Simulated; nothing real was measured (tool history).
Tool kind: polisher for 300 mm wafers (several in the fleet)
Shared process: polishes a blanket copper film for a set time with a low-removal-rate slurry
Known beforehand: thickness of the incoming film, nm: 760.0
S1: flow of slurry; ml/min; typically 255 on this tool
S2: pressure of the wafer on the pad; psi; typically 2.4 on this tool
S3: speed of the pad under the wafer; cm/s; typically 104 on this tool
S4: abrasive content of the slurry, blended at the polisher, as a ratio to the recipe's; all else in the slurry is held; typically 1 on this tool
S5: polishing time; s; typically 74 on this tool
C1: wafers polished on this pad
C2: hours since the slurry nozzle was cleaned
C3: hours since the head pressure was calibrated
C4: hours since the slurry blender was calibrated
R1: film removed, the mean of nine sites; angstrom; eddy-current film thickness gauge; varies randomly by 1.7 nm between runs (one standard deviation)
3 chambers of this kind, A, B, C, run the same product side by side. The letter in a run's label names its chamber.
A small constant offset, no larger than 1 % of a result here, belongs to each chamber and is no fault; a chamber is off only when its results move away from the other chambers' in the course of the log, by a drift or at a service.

Run 1B, day 0.154: usual settings; C1 577; C2 73.6; C3 61.8; C4 32.2. Result: R1 2167.6 angstrom.
Run 2C, day 0.442: usual settings; C1 564; C2 746.4; C3 1310.6; C4 177.2. Result: R1 2124.3 angstrom.
Run 3A, day 0.779: usual settings; C1 647; C2 227.4; C3 61.2; C4 26.6. Result: R1 2103.7 angstrom.
Run 4C, day 0.929: usual settings; C1 651; C2 758.1; C3 1322.3; C4 188.9. Result: R1 2113.4 angstrom.
Run 5B, day 1.204: usual settings; C1 764; C2 98.8; C3 87; C4 57.4. Result: R1 2158.8 angstrom.
Run 6A, day 1.408: usual settings; C1 760; C2 242.5; C3 76.3; C4 41.7. Result: R1 2123.5 angstrom.
Run 7C, day 1.558: usual settings but S1 215 ml/min, S4 1.2; C1 763; C2 773.2; C3 1337.4; C4 204. Result: R1 2167.8 angstrom.
Run 8B, day 1.738: usual settings but S1 215 ml/min, S4 1.2; C1 860; C2 111.6; C3 99.8; C4 70.2. Result: R1 2189.3 angstrom.
Run 9A, day 1.975: usual settings but S1 215 ml/min, S4 1.2; C1 861; C2 256.1; C3 89.9; C4 55.3. Result: R1 2164.9 angstrom.
Run 10B, day 2.196: usual settings; C1 942; C2 122.6; C3 110.8; C4 81.2. Result: R1 2174.4 angstrom.
Run 11A, day 2.354: usual settings but S3 90 cm/s, S4 1.3; C1 929; C2 265.2; C3 99; C4 64.4. Result: R1 1936.7 angstrom.
Run 12C, day 2.517: usual settings but S3 90 cm/s, S4 1.3; C1 935; C2 796.2; C3 1360.4; C4 227. Result: R1 1972.4 angstrom.
At day 2.55: chamber B: worn pad replaced by a new one.
Run 13B, day 2.729: usual settings but S3 90 cm/s, S4 1.3; C1 32; C2 135.4; C3 123.6; C4 94. Result: R1 1937.3 angstrom.
Run 14A, day 2.962: usual settings; C1 1037; C2 279.8; C3 113.6; C4 79. Result: R1 2115.8 angstrom.
At day 3.175: chamber C: slurry blender recalibrated.
At day 3.2: chamber C: worn pad replaced by a new one.
Run 15C, day 3.25: usual settings; C1 9; C2 813.8; C3 1378; C4 1.8. Result: R1 2139.8 angstrom.
Run 16C, day 3.429: usual settings but S1 330 ml/min; C1 41; C2 818.1; C3 1382.3; C4 6.1. Result: R1 2170.4 angstrom.
Run 17B, day 3.617: usual settings but S1 330 ml/min; C1 191; C2 156.7; C3 144.9; C4 115.3. Result: R1 2202 angstrom.
Run 18A, day 3.771: usual settings but S1 330 ml/min; C1 1182; C2 299.2; C3 133; C4 98.4. Result: R1 2187.3 angstrom.
At day 3.783: chamber A: worn pad replaced by a new one.
At day 3.867: chamber C: head pressure recalibrated.
At day 4.083: chamber A: slurry blender recalibrated.
Run 19A, day 4.088: usual settings; C1 54; C2 306.8; C3 140.6; C4 0.2. Result: R1 2102.7 angstrom.
Run 20C, day 4.333: usual settings; C1 202; C2 839.8; C3 11.2; C4 27.8. Result: R1 2332.1 angstrom.
Run 21B, day 4.604: usual settings; C1 367; C2 180.4; C3 168.6; C4 139. Result: R1 2140.5 angstrom.
Run 22C, day 4.758: usual settings; C1 278; C2 850; C3 21.4; C4 38. Result: R1 2354.1 angstrom.
Run 23B, day 5.004: usual settings but S1 325 ml/min, S3 82 cm/s; C1 439; C2 190; C3 178.2; C4 148.6. Result: R1 1716.8 angstrom.
Run 24A, day 5.162: usual settings but S1 325 ml/min, S3 82 cm/s; C1 246; C2 332.6; C3 166.4; C4 26. Result: R1 1718.3 angstrom.
Run 25C, day 5.392: usual settings but S1 325 ml/min, S3 82 cm/s; C1 392; C2 865.2; C3 36.6; C4 53.2. Result: R1 1913.6 angstrom.
Run 26A, day 5.554: usual settings but S3 76 cm/s; C1 316; C2 342; C3 175.8; C4 35.4. Result: R1 1554.5 angstrom.
At day 5.658: chamber B: slurry blender recalibrated.
Run 27B, day 5.817: usual settings but S3 76 cm/s; C1 584; C2 209.5; C3 197.7; C4 3.8. Result: R1 1589.8 angstrom.
Run 28C, day 5.996: usual settings but S3 76 cm/s; C1 500; C2 879.7; C3 51.1; C4 67.7. Result: R1 1694.1 angstrom.

Each of the 3 chambers runs these same settings next. Fill in every chamber's results:
Run 29A, day 6.242: usual settings. Result: R1 ?.
Run 29B, day 6.242: usual settings. Result: R1 ?.
Run 29C, day 6.242: usual settings. Result: R1 ?.

run      R1
29A  2151.5
29B  2153.9
29C  2350.3
